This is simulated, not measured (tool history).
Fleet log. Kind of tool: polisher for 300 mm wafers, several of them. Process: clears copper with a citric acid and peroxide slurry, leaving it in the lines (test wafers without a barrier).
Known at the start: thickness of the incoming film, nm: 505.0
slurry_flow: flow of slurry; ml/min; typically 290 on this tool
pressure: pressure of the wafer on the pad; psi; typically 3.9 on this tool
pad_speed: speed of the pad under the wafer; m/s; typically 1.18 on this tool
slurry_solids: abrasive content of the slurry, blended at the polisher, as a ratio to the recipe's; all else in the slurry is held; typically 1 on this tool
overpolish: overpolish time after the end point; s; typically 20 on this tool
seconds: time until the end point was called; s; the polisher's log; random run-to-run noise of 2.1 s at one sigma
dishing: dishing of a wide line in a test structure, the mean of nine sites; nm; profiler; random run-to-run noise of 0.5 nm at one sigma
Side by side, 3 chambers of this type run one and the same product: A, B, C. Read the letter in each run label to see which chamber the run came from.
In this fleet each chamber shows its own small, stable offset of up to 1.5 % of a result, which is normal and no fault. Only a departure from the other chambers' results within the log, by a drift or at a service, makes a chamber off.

run,day,slurry_flow,pressure,pad_speed,slurry_solids,overpolish,wafers polished on this pad,hours since the slurry nozzle was cleaned,hours since the head pressure was calibrated,hours since the slurry blender was calibrated,seconds,dishing
1C,0.179,290,3.9,1.18,1,20,371,101.3,42.4,296.9,180.26,38.254
2B,0.338,290,3.9,1.18,1,20,981,370.1,101.8,98.8,181.30,38.580
3A,0.512,290,3.9,1.18,1,20,495,511.0,395.0,29.3,177.44,38.230
4C,0.662,290,3.9,1.18,1,20,428,112.9,54.0,308.5,183.52,37.762
5B,0.867,290,3.9,1.18,1,20,1044,382.8,114.5,111.5,182.15,39.631
6A,1.067,210,3.9,1.18,1,20,560,524.3,408.3,42.6,186.83,36.337
7B,1.233,210,3.9,1.18,1,20,1087,391.6,123.3,120.3,186.10,37.169
8A,1.483,210,3.9,1.18,1,20,609,534.3,418.3,52.6,193.37,36.764
# day 1.575: chamber A: worn pad replaced by a new one
# day 1.808: chamber C: worn pad replaced by a new one
9C,1.821,290,3.9,1.18,1,20,1,140.7,81.8,336.3,180.38,38.299
10B,2.008,290,3.9,1.18,1,20,1178,410.2,141.9,138.9,183.13,38.180
11C,2.283,290,3.9,1.18,1,20,56,151.8,92.9,347.4,181.95,37.270
12A,2.596,290,3.9,1.18,1,20,120,561.0,445.0,79.3,180.88,38.241
13A,2.762,290,3.9,1.18,1,20,140,565.0,449.0,83.3,179.77,37.891
14B,3.025,290,3.9,1.18,1,20,1298,434.6,166.3,163.3,187.45,37.829
15C,3.225,290,3.9,1.18,1,20,167,174.4,115.5,370.0,178.30,37.487
16B,3.483,290,3.9,1.18,1,20,1352,445.6,177.3,174.3,189.41,36.558
17A,3.754,290,3.9,1.18,1,20,257,588.8,472.8,107.1,185.70,37.307
18C,4.017,290,3.9,1.18,1,20,260,193.4,134.5,389.0,181.36,37.787
19C,4.262,290,3.9,1.18,1,20,289,199.3,140.4,394.9,182.44,38.184
# day 4.408: chamber C: slurry blender recalibrated
20B,4.417,290,3.9,1.18,1,20,1462,468.0,199.7,196.7,186.42,36.959
21A,4.729,290,3.9,1.18,1,20,372,612.2,496.2,130.5,183.06,38.547
22A,4.996,290,3.9,1.18,1,20,403,618.6,502.6,136.9,180.81,38.031
# day 5.033: chamber B: slurry blender recalibrated
23C,5.204,290,3.9,1.18,1,20,400,221.9,163.0,19.1,182.29,38.217
24B,5.375,290,3.9,1.18,1,20,1575,491.0,222.7,8.3,194.80,36.113
25C,5.700,290,3.9,1.18,1,20,459,233.8,174.9,31.0,181.10,38.407
26B,5.867,290,3.9,1.18,1,20,1633,502.8,234.5,20.1,196.79,35.617
27A,6.092,290,3.9,1.18,1,20,532,644.9,528.9,163.2,180.53,37.920

Is one chamber out of step, is the gauge drifting, or do the chambers differ by no more than their own small offsets? For an off chamber, give its letter and the likeliest cause.

One chamber, B, drifts off from the rest bit by bit.
What lies behind it: removal rate lost through wear of the pad, % = 9.
From this log alone, it may not be told apart from: head's pressure below its setpoint, %.

Below are 4 candidate recipes for chamber B's next run, each the usual settings with a change, their results shown as question marks. Which of them brings B's results back in line with what the other chambers give on the usual settings?
Allowed miss from the other chambers' usual-settings mean, per result, to count as in line: seconds 7.40 s; dishing 1.700 nm
28B-1,6.333,290,4.1,1.22,1,20,,,,,?,?
28B-2,6.333,290,3.7,1.14,1,20,,,,,?,?
28B-3,6.333,290,3.9,1.16,1,20,,,,,?,?
28B-4,6.333,290,3.9,1.20,1,20,,,,,?,?

Other chambers, usual settings, mean: seconds 181.97 s; dishing 37.878 nm
run,seconds,dishing
28B-1,182.96,37.886
28B-2,216.57,32.623
28B-3,202.12,34.707
28B-4,195.39,35.742
It is 28B-1 that realigns the chamber with its peers.
